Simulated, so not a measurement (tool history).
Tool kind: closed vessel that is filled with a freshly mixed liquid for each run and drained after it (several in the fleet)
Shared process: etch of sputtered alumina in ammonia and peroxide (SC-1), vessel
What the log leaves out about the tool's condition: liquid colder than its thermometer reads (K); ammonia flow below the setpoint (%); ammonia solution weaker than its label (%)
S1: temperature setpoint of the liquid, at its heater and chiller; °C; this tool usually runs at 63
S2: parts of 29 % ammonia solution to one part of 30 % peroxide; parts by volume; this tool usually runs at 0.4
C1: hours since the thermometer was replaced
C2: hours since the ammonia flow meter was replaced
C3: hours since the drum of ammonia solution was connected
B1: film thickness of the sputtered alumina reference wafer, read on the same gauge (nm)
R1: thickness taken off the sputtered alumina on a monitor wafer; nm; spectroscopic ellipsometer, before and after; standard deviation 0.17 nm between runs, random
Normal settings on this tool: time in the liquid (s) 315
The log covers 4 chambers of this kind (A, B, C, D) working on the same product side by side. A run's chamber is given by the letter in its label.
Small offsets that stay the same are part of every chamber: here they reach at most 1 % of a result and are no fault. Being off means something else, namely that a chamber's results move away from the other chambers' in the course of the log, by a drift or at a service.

run 1C hour=2.6 | S1=63 S2=0.4 time_in_the_liquid_(s)=315 | C1=1250.2 C2=564.3 C3=223.6 | B1=39.979 | R1=40.034
run 2B hour=8 | S1=63 S2=0.4 time_in_the_liquid_(s)=315 | C1=1602.9 C2=957.2 C3=694.3 | B1=40.043 | R1=40.125
run 3D hour=10.7 | S1=63 S2=0.4 time_in_the_liquid_(s)=315 | C1=579 C2=1240.5 C3=26.6 | B1=39.997 | R1=40.528
run 4A hour=15.3 | S1=63 S2=0.4 time_in_the_liquid_(s)=315 | C1=275.7 C2=58.2 C3=34.3 | B1=40.012 | R1=40.296
run 5D hour=18.9 | S1=63 S2=0.4 time_in_the_liquid_(s)=315 | C1=587.2 C2=1248.7 C3=34.8 | B1=39.972 | R1=40.498
run 6B hour=24.7 | S1=63 S2=0.4 time_in_the_liquid_(s)=315 | C1=1619.6 C2=973.9 C3=711 | B1=39.978 | R1=40.11
run 7A hour=27.6 | S1=63 S2=0.4 time_in_the_liquid_(s)=315 | C1=288 C2=70.5 C3=46.6 | B1=40.064 | R1=40.314
run 8C hour=31.1 | S1=63 S2=0.4 time_in_the_liquid_(s)=315 | C1=1278.7 C2=592.8 C3=252.1 | B1=40.004 | R1=40.17
run 9B hour=35.5 | S1=63 S2=0.4 time_in_the_liquid_(s)=315 | C1=1630.4 C2=984.7 C3=721.8 | B1=40.021 | R1=40.085
run 10D hour=40.3 | S1=63 S2=0.4 time_in_the_liquid_(s)=315 | C1=608.6 C2=1270.1 C3=56.2 | B1=40.045 | R1=40.292
run 11C hour=46.1 | S1=63 S2=0.4 time_in_the_liquid_(s)=315 | C1=1293.7 C2=607.8 C3=267.1 | B1=39.972 | R1=39.945
run 12A hour=50.2 | S1=63 S2=0.4 time_in_the_liquid_(s)=315 | C1=310.6 C2=93.1 C3=69.2 | B1=39.987 | R1=40.098
run 13D hour=52.7 | S1=63 S2=0.4 time_in_the_liquid_(s)=315 | C1=621 C2=1282.5 C3=68.6 | B1=40.004 | R1=40.71
run 14B hour=56.5 | S1=63 S2=0.4 time_in_the_liquid_(s)=315 | C1=1651.4 C2=1005.7 C3=742.8 | B1=39.993 | R1=39.981
run 15C hour=59.5 | S1=63 S2=0.4 time_in_the_liquid_(s)=315 | C1=1307.1 C2=621.2 C3=280.5 | B1=39.996 | R1=39.973
run 16A hour=62.7 | S1=63 S2=0.4 time_in_the_liquid_(s)=315 | C1=323.1 C2=105.6 C3=81.7 | B1=39.977 | R1=39.911
run 17C hour=67.7 | S1=63 S2=0.4 time_in_the_liquid_(s)=315 | C1=1315.3 C2=629.4 C3=288.7 | B1=39.944 | R1=40.33
run 18D hour=72 | S1=63 S2=0.4 time_in_the_liquid_(s)=315 | C1=640.3 C2=1301.8 C3=87.9 | B1=40.013 | R1=40.41
run 19A hour=75 | S1=63 S2=0.4 time_in_the_liquid_(s)=315 | C1=335.4 C2=117.9 C3=94 | B1=39.991 | R1=40.229
-- hour=75.2 chamber B: new drum of ammonia solution connected
run 20B hour=78.2 | S1=63 S2=0.4 time_in_the_liquid_(s)=315 | C1=1673.1 C2=1027.4 C3=3 | B1=40.02 | R1=39.467
run 21B hour=82.1 | S1=63 S2=0.4 time_in_the_liquid_(s)=315 | C1=1677 C2=1031.3 C3=6.9 | B1=40.041 | R1=39.771
run 22C hour=85.3 | S1=63 S2=0.4 time_in_the_liquid_(s)=315 | C1=1332.9 C2=647 C3=306.3 | B1=40.015 | R1=40.028
run 23D hour=89.7 | S1=63 S2=0.4 time_in_the_liquid_(s)=315 | C1=658 C2=1319.5 C3=105.6 | B1=40.022 | R1=40.481
-- hour=93.8 chamber B: ammonia flow meter replaced
run 24A hour=94.6 | S1=63 S2=0.4 time_in_the_liquid_(s)=315 | C1=355 C2=137.5 C3=113.6 | B1=39.992 | R1=40.217
run 25C hour=97.3 | S1=63 S2=0.4 time_in_the_liquid_(s)=315 | C1=1344.9 C2=659 C3=318.3 | B1=39.991 | R1=39.797
run 26A hour=99.8 | S1=63 S2=0.4 time_in_the_liquid_(s)=315 | C1=360.2 C2=142.7 C3=118.8 | B1=40.03 | R1=40.25
run 27B hour=105.4 | S1=63 S2=0.4 time_in_the_liquid_(s)=315 | C1=1700.3 C2=11.6 C3=30.2 | B1=40.025 | R1=39.42
run 28D hour=109 | S1=63 S2=0.25 time_in_the_liquid_(s)=315 | C1=677.3 C2=1338.8 C3=124.9 | B1=39.986 | R1=38.59
run 29D hour=114 | S1=63 S2=0.25 time_in_the_liquid_(s)=315 | C1=682.3 C2=1343.8 C3=129.9 | B1=40.012 | R1=38.875
run 30A hour=117.4 | S1=63 S2=0.25 time_in_the_liquid_(s)=315 | C1=377.8 C2=160.3 C3=136.4 | B1=40.006 | R1=38.162
run 31B hour=120.6 | S1=63 S2=0.25 time_in_the_liquid_(s)=315 | C1=1715.5 C2=26.8 C3=45.4 | B1=39.964 | R1=37.571
run 32C hour=124.3 | S1=63 S2=0.3 time_in_the_liquid_(s)=410 | C1=1371.9 C2=686 C3=345.3 | B1=39.996 | R1=50.785
run 33C hour=128.7 | S1=63 S2=0.3 time_in_the_liquid_(s)=410 | C1=1376.3 C2=690.4 C3=349.7 | B1=40.025 | R1=50.654
run 34D hour=132.9 | S1=63 S2=0.3 time_in_the_liquid_(s)=410 | C1=701.2 C2=1362.7 C3=148.8 | B1=40.012 | R1=51.638
run 35A hour=136.7 | S1=63 S2=0.3 time_in_the_liquid_(s)=410 | C1=397.1 C2=179.6 C3=155.7 | B1=40.006 | R1=51.044
run 36B hour=139.6 | S1=63 S2=0.4 time_in_the_liquid_(s)=315 | C1=1734.5 C2=45.8 C3=64.4 | B1=39.979 | R1=38.882
run 37A hour=144.9 | S1=63 S2=0.4 time_in_the_liquid_(s)=315 | C1=405.3 C2=187.8 C3=163.9 | B1=40.008 | R1=40.169
run 38B hour=148.9 | S1=63 S2=0.4 time_in_the_liquid_(s)=315 | C1=1743.8 C2=55.1 C3=73.7 | B1=40.016 | R1=39.265
run 39D hour=153.5 | S1=63 S2=0.4 time_in_the_liquid_(s)=315 | C1=721.8 C2=1383.3 C3=169.4 | B1=40.024 | R1=40.495

Does one chamber stand apart from the rest, does the shared gauge drift, or is all well apart from small per-chamber offsets? Give the chamber and the most likely cause, where there is one.

One chamber, B, drifts off from the rest bit by bit.
Most likely cause: liquid colder than its thermometer reads (K) = 0.727.

Below are 4 candidate recipes for chamber B's next run, each the usual settings with a change, their results shown as question marks. Which of them brings B's results back in line with what the other chambers give on the usual settings?
To be in line, a result may differ from the other chambers' mean on the usual settings by at most: R1 0.6 nm
run 40B-1 hour=157.6 | S1=62.5 S2=0.4 time_in_the_liquid_(s)=310 | R1=?
run 40B-2 hour=157.6 | S1=63 S2=0.4 time_in_the_liquid_(s)=325 | R1=?
run 40B-3 hour=157.6 | S1=63 S2=0.4 time_in_the_liquid_(s)=335 | R1=?
run 40B-4 hour=157.6 | S1=63 S2=0.4 time_in_the_liquid_(s)=295 | R1=?

Mean of the other chambers on the usual settings: R1 40.232 nm
run=40B-1 R1=37.372
run=40B-2 R1=40.165
run=40B-3 R1=41.401
run=40B-4 R1=36.458
It is 40B-2 that realigns the chamber with its peers.
